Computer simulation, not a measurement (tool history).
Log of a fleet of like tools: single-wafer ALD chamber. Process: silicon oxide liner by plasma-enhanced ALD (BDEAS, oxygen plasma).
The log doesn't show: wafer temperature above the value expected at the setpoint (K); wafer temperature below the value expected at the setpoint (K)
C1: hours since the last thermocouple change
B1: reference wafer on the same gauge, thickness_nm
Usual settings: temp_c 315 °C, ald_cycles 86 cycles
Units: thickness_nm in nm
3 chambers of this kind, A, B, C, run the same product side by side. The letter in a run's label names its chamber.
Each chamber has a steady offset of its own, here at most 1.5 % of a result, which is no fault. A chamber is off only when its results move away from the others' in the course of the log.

Run 1A, hour 5.6: usual settings; C1 1592.5; B1 7.6505. Result: thickness_nm 7.8728 nm.
Run 2B, hour 9.4: usual settings; C1 781.3; B1 7.6525. Result: thickness_nm 7.8288 nm.
Run 3C, hour 16.0: usual settings; C1 686.8; B1 7.6469. Result: thickness_nm 7.9131 nm.
At hour 19.9: chamber A: thermocouple changed; heater temperature recalibrated.
Run 4B, hour 20.8: usual settings; C1 792.7; B1 7.6486. Result: thickness_nm 7.8288 nm.
Run 5C, hour 25.0: usual settings but ald_cycles 92 cycles; C1 695.8; B1 7.6487. Result: thickness_nm 8.4832 nm.
Run 6A, hour 30.5: usual settings but ald_cycles 92 cycles; C1 10.6; B1 7.6494. Result: thickness_nm 8.4577 nm.
Run 7B, hour 36.7: usual settings but ald_cycles 92 cycles; C1 808.6; B1 7.6525. Result: thickness_nm 8.3698 nm.
Run 8A, hour 43.1: usual settings but temp_c 301 °C, ald_cycles 80 cycles; C1 23.2; B1 7.6519. Result: thickness_nm 7.4680 nm.
Run 9C, hour 46.5: usual settings but temp_c 301 °C, ald_cycles 80 cycles; C1 717.3; B1 7.6502. Result: thickness_nm 7.5311 nm.
Run 10B, hour 50.8: usual settings but temp_c 301 °C, ald_cycles 80 cycles; C1 822.7; B1 7.6480. Result: thickness_nm 7.4364 nm.
Run 11A, hour 57.2: usual settings; C1 37.3; B1 7.6468. Result: thickness_nm 7.8758 nm.
Run 12C, hour 62.3: usual settings; C1 733.1; B1 7.6493. Result: thickness_nm 7.9381 nm.
Run 13B, hour 66.7: usual settings; C1 838.6; B1 7.6550. Result: thickness_nm 7.8288 nm.
Run 14C, hour 71.8: usual settings; C1 742.6; B1 7.6557. Result: thickness_nm 7.9469 nm.
Run 15A, hour 77.6: usual settings; C1 57.7; B1 7.6512. Result: thickness_nm 7.9093 nm.
Run 16A, hour 81.6: usual settings; C1 61.7; B1 7.6488. Result: thickness_nm 7.8527 nm.
Run 17C, hour 84.7: usual settings; C1 755.5; B1 7.6455. Result: thickness_nm 7.9469 nm.
Run 18B, hour 89.8: usual settings; C1 861.7; B1 7.6509. Result: thickness_nm 7.8305 nm.
Run 19C, hour 95.3: usual settings; C1 766.1; B1 7.6512. Result: thickness_nm 7.9565 nm.
Run 20B, hour 101.9: usual settings; C1 873.8; B1 7.6518. Result: thickness_nm 7.8220 nm.
Run 21A, hour 107.1: usual settings; C1 87.2; B1 7.6516. Result: thickness_nm 7.8911 nm.
Run 22C, hour 113.6: usual settings; C1 784.4; B1 7.6498. Result: thickness_nm 7.9387 nm.
Run 23A, hour 118.2: usual settings; C1 98.3; B1 7.6469. Result: thickness_nm 7.8717 nm.
Run 24B, hour 124.5: usual settings but temp_c 300 °C, ald_cycles 77 cycles; C1 896.4; B1 7.6451. Result: thickness_nm 7.1355 nm.
Run 25A, hour 127.5: usual settings but temp_c 300 °C, ald_cycles 77 cycles; C1 107.6; B1 7.6509. Result: thickness_nm 7.2185 nm.
Run 26B, hour 130.4: usual settings but temp_c 300 °C, ald_cycles 77 cycles; C1 902.3; B1 7.6483. Result: thickness_nm 7.1701 nm.
Run 27C, hour 136.9: usual settings; C1 807.7; B1 7.6505. Result: thickness_nm 7.9113 nm.
Run 28C, hour 140.0: usual settings; C1 810.8; B1 7.6512. Result: thickness_nm 7.9166 nm.
Run 29A, hour 146.6: usual settings but ald_cycles 99 cycles; C1 126.7; B1 7.6512. Result: thickness_nm 9.0720 nm.
Run 30B, hour 151.5: usual settings but ald_cycles 99 cycles; C1 923.4; B1 7.6519. Result: thickness_nm 9.0255 nm.
Run 31A, hour 157.3: usual settings but ald_cycles 99 cycles; C1 137.4; B1 7.6485. Result: thickness_nm 9.0419 nm.
Run 32B, hour 163.7: usual settings but temp_c 322 °C, ald_cycles 78 cycles; C1 935.6; B1 7.6525. Result: thickness_nm 7.0106 nm.
Run 33C, hour 168.2: usual settings but temp_c 322 °C, ald_cycles 78 cycles; C1 839.0; B1 7.6485. Result: thickness_nm 7.1164 nm.
Run 34B, hour 172.8: usual settings but temp_c 322 °C, ald_cycles 78 cycles; C1 944.7; B1 7.6492. Result: thickness_nm 7.0183 nm.
Run 35C, hour 178.1: usual settings but temp_c 320 °C; C1 848.9; B1 7.6506. Result: thickness_nm 7.8550 nm.
Run 36A, hour 184.7: usual settings but temp_c 320 °C; C1 164.8; B1 7.6518. Result: thickness_nm 7.7906 nm.

Next, every chamber runs the same settings. What will each give?
Run 37A, hour 189.5: usual settings. Result: thickness_nm ?.
Run 37B, hour 189.5: usual settings. Result: thickness_nm ?.
Run 37C, hour 189.5: usual settings. Result: thickness_nm ?.

run  thickness_nm
37A        7.8508
37B        7.8284
37C        7.9263

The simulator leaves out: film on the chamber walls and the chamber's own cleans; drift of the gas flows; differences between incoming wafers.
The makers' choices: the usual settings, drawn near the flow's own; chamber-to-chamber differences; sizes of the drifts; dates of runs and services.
